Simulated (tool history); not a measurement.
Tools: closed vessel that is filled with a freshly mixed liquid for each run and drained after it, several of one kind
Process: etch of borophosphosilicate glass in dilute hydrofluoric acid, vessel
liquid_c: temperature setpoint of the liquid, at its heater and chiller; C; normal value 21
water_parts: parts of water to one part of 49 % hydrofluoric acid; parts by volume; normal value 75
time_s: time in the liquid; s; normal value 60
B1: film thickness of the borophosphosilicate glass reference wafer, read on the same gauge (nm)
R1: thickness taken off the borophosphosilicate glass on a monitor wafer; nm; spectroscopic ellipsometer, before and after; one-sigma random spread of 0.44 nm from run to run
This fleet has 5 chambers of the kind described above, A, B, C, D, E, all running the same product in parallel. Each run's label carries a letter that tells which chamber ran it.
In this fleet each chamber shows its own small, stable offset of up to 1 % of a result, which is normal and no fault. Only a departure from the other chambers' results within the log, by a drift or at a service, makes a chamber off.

{"run": "1C", "hour": 12.3, "liquid_c": 21, "water_parts": 75, "time_s": 60, "B1": 110.0, "R1": 62.683}
{"run": "2E", "hour": 20.9, "liquid_c": 21, "water_parts": 75, "time_s": 60, "B1": 110.0, "R1": 62.393}
{"run": "3D", "hour": 30.3, "liquid_c": 21, "water_parts": 75, "time_s": 60, "B1": 110.0, "R1": 61.876}
{"run": "4B", "hour": 41.2, "liquid_c": 21, "water_parts": 75, "time_s": 60, "B1": 110.01, "R1": 62.181}
{"run": "5A", "hour": 52.0, "liquid_c": 21, "water_parts": 75, "time_s": 75, "B1": 110.0, "R1": 78.994}
{"hour": 56.8, "done": "chamber E: hydrofluoric acid flow meter replaced"}
{"run": "6E", "hour": 60.4, "liquid_c": 21, "water_parts": 75, "time_s": 75, "B1": 110.0, "R1": 79.623}
{"run": "7D", "hour": 71.6, "liquid_c": 21, "water_parts": 75, "time_s": 75, "B1": 110.03, "R1": 77.749}
{"run": "8C", "hour": 78.2, "liquid_c": 21, "water_parts": 75, "time_s": 75, "B1": 109.97, "R1": 78.043}
{"run": "9A", "hour": 90.3, "liquid_c": 21, "water_parts": 75, "time_s": 75, "B1": 110.02, "R1": 78.883}
{"run": "10B", "hour": 103.4, "liquid_c": 21, "water_parts": 75, "time_s": 60, "B1": 109.95, "R1": 61.229}
{"run": "11E", "hour": 110.5, "liquid_c": 21, "water_parts": 75, "time_s": 60, "B1": 110.01, "R1": 63.31}
{"run": "12C", "hour": 122.1, "liquid_c": 21, "water_parts": 75, "time_s": 60, "B1": 110.05, "R1": 63.818}
{"run": "13B", "hour": 132.6, "liquid_c": 21, "water_parts": 75, "time_s": 60, "B1": 109.99, "R1": 62.113}
{"run": "14A", "hour": 143.4, "liquid_c": 21, "water_parts": 75, "time_s": 60, "B1": 110.0, "R1": 63.365}
{"run": "15D", "hour": 155.3, "liquid_c": 21, "water_parts": 75, "time_s": 60, "B1": 110.02, "R1": 62.34}
{"run": "16A", "hour": 168.1, "liquid_c": 21, "water_parts": 75, "time_s": 60, "B1": 109.99, "R1": 63.102}
{"run": "17D", "hour": 175.6, "liquid_c": 21, "water_parts": 75, "time_s": 60, "B1": 110.05, "R1": 61.92}
{"run": "18B", "hour": 188.9, "liquid_c": 21, "water_parts": 75, "time_s": 60, "B1": 110.01, "R1": 61.358}
{"run": "19E", "hour": 197.0, "liquid_c": 21, "water_parts": 75, "time_s": 60, "B1": 109.93, "R1": 62.494}
{"run": "20C", "hour": 206.2, "liquid_c": 21, "water_parts": 75, "time_s": 60, "B1": 109.99, "R1": 63.055}
{"run": "21E", "hour": 219.5, "liquid_c": 21, "water_parts": 75, "time_s": 60, "B1": 109.96, "R1": 63.107}
{"run": "22C", "hour": 228.8, "liquid_c": 21, "water_parts": 75, "time_s": 60, "B1": 110.0, "R1": 63.467}
{"run": "23A", "hour": 234.8, "liquid_c": 21, "water_parts": 75, "time_s": 60, "B1": 110.07, "R1": 63.381}
{"run": "24D", "hour": 243.4, "liquid_c": 21, "water_parts": 75, "time_s": 60, "B1": 110.03, "R1": 62.962}
{"run": "25B", "hour": 251.1, "liquid_c": 21, "water_parts": 75, "time_s": 60, "B1": 110.0, "R1": 60.309}
{"run": "26D", "hour": 257.6, "liquid_c": 21, "water_parts": 75, "time_s": 60, "B1": 110.04, "R1": 61.906}
{"hour": 259.5, "done": "chamber D: hydrofluoric acid flow meter replaced"}
{"run": "27E", "hour": 267.1, "liquid_c": 21, "water_parts": 75, "time_s": 60, "B1": 109.97, "R1": 62.792}
{"run": "28C", "hour": 278.2, "liquid_c": 21, "water_parts": 75, "time_s": 60, "B1": 109.95, "R1": 62.691}
{"run": "29A", "hour": 290.8, "liquid_c": 17, "water_parts": 75, "time_s": 30, "B1": 110.0, "R1": 26.583}
{"run": "30B", "hour": 301.7, "liquid_c": 17, "water_parts": 75, "time_s": 30, "B1": 110.02, "R1": 25.056}
{"run": "31D", "hour": 313.6, "liquid_c": 17, "water_parts": 75, "time_s": 30, "B1": 110.0, "R1": 26.647}
{"run": "32C", "hour": 319.7, "liquid_c": 17, "water_parts": 75, "time_s": 30, "B1": 109.99, "R1": 26.558}
{"hour": 320.9, "done": "chamber A: hydrofluoric acid flow meter replaced"}
{"run": "33A", "hour": 328.2, "liquid_c": 17, "water_parts": 75, "time_s": 30, "B1": 109.99, "R1": 26.178}
{"run": "34B", "hour": 340.1, "liquid_c": 21, "water_parts": 75, "time_s": 60, "B1": 109.99, "R1": 59.283}
{"run": "35E", "hour": 349.0, "liquid_c": 21, "water_parts": 75, "time_s": 60, "B1": 109.95, "R1": 62.46}
{"run": "36C", "hour": 354.9, "liquid_c": 21, "water_parts": 75, "time_s": 60, "B1": 110.01, "R1": 63.903}
{"run": "37A", "hour": 361.3, "liquid_c": 21, "water_parts": 75, "time_s": 60, "B1": 109.98, "R1": 62.647}
{"run": "38D", "hour": 372.4, "liquid_c": 21, "water_parts": 75, "time_s": 60, "B1": 109.97, "R1": 62.437}
{"run": "39B", "hour": 378.6, "liquid_c": 21, "water_parts": 75, "time_s": 60, "B1": 110.03, "R1": 58.705}
{"run": "40E", "hour": 387.0, "liquid_c": 21, "water_parts": 75, "time_s": 60, "B1": 110.0, "R1": 62.523}
{"run": "41C", "hour": 394.7, "liquid_c": 21, "water_parts": 75, "time_s": 60, "B1": 110.0, "R1": 62.517}

Next, all 5 chambers run the settings below, one line each with question marks for the results. What does each chamber give?
{"run": "42A", "hour": 404.4, "liquid_c": 21, "water_parts": 50, "time_s": 60, "R1": "?"}
{"run": "42B", "hour": 404.4, "liquid_c": 21, "water_parts": 50, "time_s": 60, "R1": "?"}
{"run": "42C", "hour": 404.4, "liquid_c": 21, "water_parts": 50, "time_s": 60, "R1": "?"}
{"run": "42D", "hour": 404.4, "liquid_c": 21, "water_parts": 50, "time_s": 60, "R1": "?"}
{"run": "42E", "hour": 404.4, "liquid_c": 21, "water_parts": 50, "time_s": 60, "R1": "?"}

run=42A R1=97.005
run=42B R1=89.835
run=42C R1=98.128
run=42D R1=96.783
run=42E R1=97.842
